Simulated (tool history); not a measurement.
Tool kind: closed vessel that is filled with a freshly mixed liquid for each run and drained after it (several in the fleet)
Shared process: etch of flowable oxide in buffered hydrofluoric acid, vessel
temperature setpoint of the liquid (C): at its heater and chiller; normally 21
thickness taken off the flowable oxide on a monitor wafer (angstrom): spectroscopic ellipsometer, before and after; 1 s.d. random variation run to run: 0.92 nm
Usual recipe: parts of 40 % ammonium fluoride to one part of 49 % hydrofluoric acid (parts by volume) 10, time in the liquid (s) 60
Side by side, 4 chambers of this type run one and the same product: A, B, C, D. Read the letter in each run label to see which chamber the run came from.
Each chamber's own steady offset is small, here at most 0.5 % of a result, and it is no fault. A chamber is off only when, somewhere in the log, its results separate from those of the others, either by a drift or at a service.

| run | hour | temperature setpoint of the liquid (C) | parts of 40 % ammonium fluoride to one part of 49 % hydrofluoric acid (parts by volume) | time in the liquid (s) | hours since the thermometer was replaced | hours since the hydrofluoric acid flow meter was replaced | read-back film thickness of the flowable oxide reference wafer, read on the same gauge (nm) | thickness taken off the flowable oxide on a monitor wafer (angstrom) |
|---|---|---|---|---|---|---|---|---|
| 1C | 8.9 | 21 | 10 | 60 | 581.2 | 468.6 | 89.992 | 1274.7 |
| 2D | 23.2 | 21 | 10 | 60 | 1780.7 | 683.7 | 90.014 | 1260.1 |
| 3B | 33.4 | 21 | 10 | 60 | 677.4 | 449.6 | 89.981 | 1263.9 |
| 4A | 40.3 | 21 | 10 | 60 | 713.2 | 1346 | 89.991 | 1258 |
| 5A | 48.5 | 21 | 10 | 60 | 721.4 | 1354.2 | 89.998 | 1265.6 |
| 6B | 59.5 | 21 | 10 | 60 | 703.5 | 475.7 | 90.008 | 1271.9 |
| 7C | 68.3 | 21 | 10 | 60 | 640.6 | 528 | 90.01 | 1269.4 |
| 8D | 75.1 | 21 | 10 | 60 | 1832.6 | 735.6 | 90.021 | 1268.7 |
| 9D | 81.8 | 21 | 10 | 60 | 1839.3 | 742.3 | 90.011 | 1285.4 |
| 10B | 88 | 21 | 10 | 60 | 732 | 504.2 | 90.006 | 1277 |
| 11C | 97.4 | 21 | 10 | 60 | 669.7 | 557.1 | 90.01 | 1279.6 |
| 12A | 104.2 | 21 | 10 | 60 | 777.1 | 1409.9 | 90.007 | 1253.1 |
| 13D | 113.5 | 21 | 10 | 60 | 1871 | 774 | 89.977 | 1255.9 |
| 14B | 123.3 | 21 | 12.5 | 75 | 767.3 | 539.5 | 89.989 | 1279.6 |
| 15C | 132.8 | 21 | 12.5 | 75 | 705.1 | 592.5 | 90.019 | 1272.7 |
| 16A | 141.3 | 21 | 12.5 | 75 | 814.2 | 1447 | 89.973 | 1264.5 |
| 17D | 147.4 | 21 | 12.5 | 75 | 1904.9 | 807.9 | 90.013 | 1286.2 |
| 18A | 160.2 | 21 | 10 | 60 | 833.1 | 1465.9 | 90.017 | 1269.7 |
| 19B | 168.9 | 21 | 10 | 60 | 812.9 | 585.1 | 89.982 | 1276.5 |
| 20C | 182.4 | 21 | 6.5 | 60 | 754.7 | 642.1 | 89.991 | 1904.6 |
| 21D | 188.9 | 21 | 6.5 | 60 | 1946.4 | 849.4 | 90.011 | 1879.8 |
| 22A | 197.9 | 21 | 6.5 | 60 | 870.8 | 1503.6 | 90.02 | 1883.8 |
| 23B | 208.4 | 21 | 6.5 | 60 | 852.4 | 624.6 | 90.009 | 1918.3 |
| 24C | 219.8 | 21 | 10 | 60 | 792.1 | 679.5 | 90.016 | 1277.3 |
| 25B | 231.1 | 21 | 10 | 60 | 875.1 | 647.3 | 90.006 | 1290.7 |
| 26D | 242.9 | 21 | 10 | 60 | 2000.4 | 903.4 | 90.023 | 1237.5 |
| 27C | 256.6 | 21 | 10 | 60 | 828.9 | 716.3 | 89.994 | 1272.2 |
| 28A | 267.3 | 21 | 8.5 | 90 | 940.2 | 1573 | 90.009 | 2149.4 |
| 29D | 273.5 | 21 | 8.5 | 90 | 2031 | 934 | 90 | 2103.1 |
| 30A | 280.4 | 21 | 8.5 | 90 | 953.3 | 1586.1 | 90.024 | 2150.3 |
|  | 281 | chamber C: hydrofluoric acid flow meter replaced |
| 31B | 288.8 | 21 | 8.5 | 90 | 932.8 | 705 | 89.992 | 2156.7 |
| 32C | 302.1 | 21 | 10 | 60 | 874.4 | 21.1 | 89.958 | 1267.9 |
| 33D | 313 | 21 | 10 | 60 | 2070.5 | 973.5 | 89.994 | 1204.2 |
| 34B | 321.3 | 21 | 10 | 60 | 965.3 | 737.5 | 90.009 | 1265.8 |

Is one chamber out of step, is the gauge drifting, or do the chambers differ by no more than their own small offsets? For an off chamber, give its letter and the likeliest cause.

Little by little, chamber D moves away from the other chambers.
Cause: liquid colder than its thermometer reads (K) = 0.959.
The log may not separate it from: hydrofluoric acid flow below the setpoint (%).

Here are 4 candidates for chamber D's next run, each the usual settings with a change, their results left as question marks. Which one brings its results back in line with what the others give on the usual settings?
To be in line, a result may differ from the other chambers' mean on the usual settings by at most: thickness taken off the flowable oxide on a monitor wafer (angstrom) 32
| 35D-1 | 331.5 | 21 | 10.5 | 60 |  |  |  | ? |
| 35D-2 | 331.5 | 22 | 10 | 60 |  |  |  | ? |
| 35D-3 | 331.5 | 21 | 11 | 60 |  |  |  | ? |
| 35D-4 | 331.5 | 22 | 9.5 | 60 |  |  |  | ? |

Other chambers, usual settings, mean: thickness taken off the flowable oxide on a monitor wafer (angstrom) 1270.1
| run | thickness taken off the flowable oxide on a monitor wafer (angstrom) |
|---|---|
| 35D-1 | 1147.3 |
| 35D-2 | 1271.1 |
| 35D-3 | 1095.7 |
| 35D-4 | 1313.5 |
35D-2 puts the chamber back in line with the other chambers.
